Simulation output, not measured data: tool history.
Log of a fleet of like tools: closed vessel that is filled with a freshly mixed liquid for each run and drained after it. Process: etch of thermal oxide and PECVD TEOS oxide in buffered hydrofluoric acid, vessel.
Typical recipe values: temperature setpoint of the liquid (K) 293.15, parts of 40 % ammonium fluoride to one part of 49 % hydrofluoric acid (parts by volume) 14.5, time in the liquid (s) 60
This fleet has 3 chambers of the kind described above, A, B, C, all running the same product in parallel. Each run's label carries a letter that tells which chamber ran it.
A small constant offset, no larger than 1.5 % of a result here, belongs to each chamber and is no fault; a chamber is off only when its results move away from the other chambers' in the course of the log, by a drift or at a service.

run,day,temperature setpoint of the liquid (K),parts of 40 % ammonium fluoride to one part of 49 % hydrofluoric acid (parts by volume),time in the liquid (s),hours since the thermometer was replaced,hours since the hydrofluoric acid flow meter was replaced,"read-back film thickness of the thermal oxide reference wafer, read on the same gauge (nm)","read-back film thickness of the PECVD TEOS oxide reference wafer, read on the same gauge (nm)",thickness taken off the thermal oxide on a monitor wafer (angstrom),thickness taken off the PECVD TEOS oxide on a monitor wafer (angstrom)
1C,0.450,293.15,14.5,60,1727.3,152.5,109.99,89.991,387.00,732.67
2A,0.929,293.15,14.5,60,881.7,288.0,110.01,90.007,382.58,732.66
3B,1.225,293.15,14.5,60,1273.1,76.7,110.01,90.022,386.91,720.92
4A,1.679,293.15,14.5,60,899.7,306.0,110.02,89.989,387.04,715.23
5B,2.296,293.15,14.5,60,1298.8,102.4,110.00,90.009,386.56,728.40
6C,2.754,293.15,14.5,60,1782.6,207.8,109.99,89.976,388.56,730.88
7C,3.154,295.65,14.5,45,1792.2,217.4,109.99,89.978,335.47,632.58
8A,3.575,295.65,14.5,45,945.2,351.5,110.03,90.000,335.62,622.51
9B,4.129,295.65,14.5,45,1342.8,146.4,110.00,89.992,331.02,627.42
10C,4.492,293.15,14.5,60,1824.3,249.5,110.02,89.994,389.00,727.05
11B,4.821,293.15,14.5,60,1359.4,163.0,109.99,90.011,384.67,727.07
# day 5.058: chamber A: hydrofluoric acid flow meter replaced
12A,5.375,293.15,14.5,60,988.4,7.6,109.98,89.981,389.13,728.84
13C,5.854,293.15,14.5,60,1857.0,282.2,109.99,90.002,392.34,737.44
14B,6.425,293.15,14.5,60,1397.9,201.5,110.02,90.007,385.97,737.14
15A,6.729,293.15,14.5,60,1020.9,40.1,109.99,90.013,387.17,741.01
16B,7.346,293.15,14.5,60,1420.0,223.6,110.01,90.012,384.90,730.79
17A,7.892,293.15,14.5,60,1048.8,68.0,110.00,89.967,385.95,732.89
18C,8.342,293.15,14.5,60,1916.7,341.9,109.99,90.020,391.98,729.21
19B,8.871,293.15,14.5,60,1456.6,260.2,110.00,90.016,388.47,730.06
20A,9.162,293.15,14.5,60,1079.3,98.5,109.98,90.024,392.08,718.39

One chamber off, gauge drift, or nothing amiss beyond the chambers' own small offsets? If it is a chamber, which one, and what is the likeliest cause?

All chambers stay in line apart from their small fixed offsets, and the gauge does not drift.

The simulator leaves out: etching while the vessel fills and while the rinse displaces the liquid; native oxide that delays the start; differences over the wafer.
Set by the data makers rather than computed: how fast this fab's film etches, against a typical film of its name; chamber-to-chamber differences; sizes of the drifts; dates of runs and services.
